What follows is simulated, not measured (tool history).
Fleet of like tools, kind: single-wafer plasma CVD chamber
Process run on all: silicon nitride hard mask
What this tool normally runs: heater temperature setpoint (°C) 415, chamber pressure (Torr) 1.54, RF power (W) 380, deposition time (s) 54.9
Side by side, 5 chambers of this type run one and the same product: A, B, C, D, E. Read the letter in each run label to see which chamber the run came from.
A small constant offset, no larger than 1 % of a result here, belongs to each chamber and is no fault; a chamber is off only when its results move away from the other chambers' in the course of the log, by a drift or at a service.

run	day	heater temperature setpoint (°C)	chamber pressure (Torr)	RF power (W)	deposition time (s)	read-back reference wafer on the same gauge, thickness_nm	mean film thickness on the monitor wafer (Å)
1A	0.167	415	1.54	380	54.9	85.780	722.94
2E	0.442	415	1.54	380	54.9	85.731	725.33
3C	0.754	415	1.54	380	54.9	85.829	729.86
4D	1.042	415	1.54	380	54.9	85.829	734.86
5B	1.254	415	1.54	380	54.9	85.764	723.31
6B	1.400	415	1.54	380	54.9	85.644	724.07
7D	1.671	415	1.54	380	54.9	85.778	728.89
8A	1.967	415	1.54	380	54.9	85.790	726.90
9E	2.117	415	1.54	380	54.9	85.792	727.62
10C	2.433	415	1.54	380	54.9	85.705	729.09
# day 2.521: chamber B: RF generator calibrated
11C	2.775	415	1.54	380	54.9	85.906	724.94
12E	3.104	415	1.54	380	54.9	85.925	728.64
# day 3.292: chamber B: thermocouple changed; heater temperature recalibrated
13D	3.433	415	1.54	380	54.9	85.795	723.75
14A	3.617	415	1.54	380	54.9	85.831	719.24
15B	3.917	415	1.54	415	54.9	85.839	755.10
# day 4.071: chamber A: thermocouple changed; heater temperature recalibrated
16A	4.188	415	1.54	415	54.9	85.894	764.94
17C	4.500	415	1.54	415	54.9	85.833	771.52
18E	4.650	415	1.54	415	54.9	85.759	772.79
19D	4.883	415	1.54	415	54.9	85.886	767.14
20B	5.046	415	1.54	380	54.9	85.844	718.74
21E	5.267	420	1.54	380	54.9	85.856	726.13
22A	5.462	420	1.54	380	54.9	85.757	726.08
23D	5.779	420	1.54	380	54.9	85.849	727.80
24C	6.079	420	1.54	380	54.9	85.773	731.30
25B	6.283	420	1.54	380	54.9	85.790	715.31
26C	6.438	415	1.54	380	54.9	85.756	727.22
27B	6.771	415	1.54	380	45.4	85.726	599.87
28E	7.108	415	1.54	380	45.4	85.654	592.39
29A	7.329	415	1.54	380	45.4	85.719	595.25
30D	7.525	415	1.54	380	45.4	85.684	604.44
31B	7.788	415	1.54	380	45.4	85.712	598.84
32A	7.958	415	1.54	380	54.9	85.806	722.77
33E	8.225	415	1.54	380	54.9	85.903	722.60
34C	8.512	415	1.54	380	54.9	85.858	726.54

What goes on in this fleet: one chamber off, a drifting gauge, or nothing beyond the chambers' own small offsets? Name the chamber and the cause, if any.

All chambers stay in line apart from their small fixed offsets, and the gauge does not drift.

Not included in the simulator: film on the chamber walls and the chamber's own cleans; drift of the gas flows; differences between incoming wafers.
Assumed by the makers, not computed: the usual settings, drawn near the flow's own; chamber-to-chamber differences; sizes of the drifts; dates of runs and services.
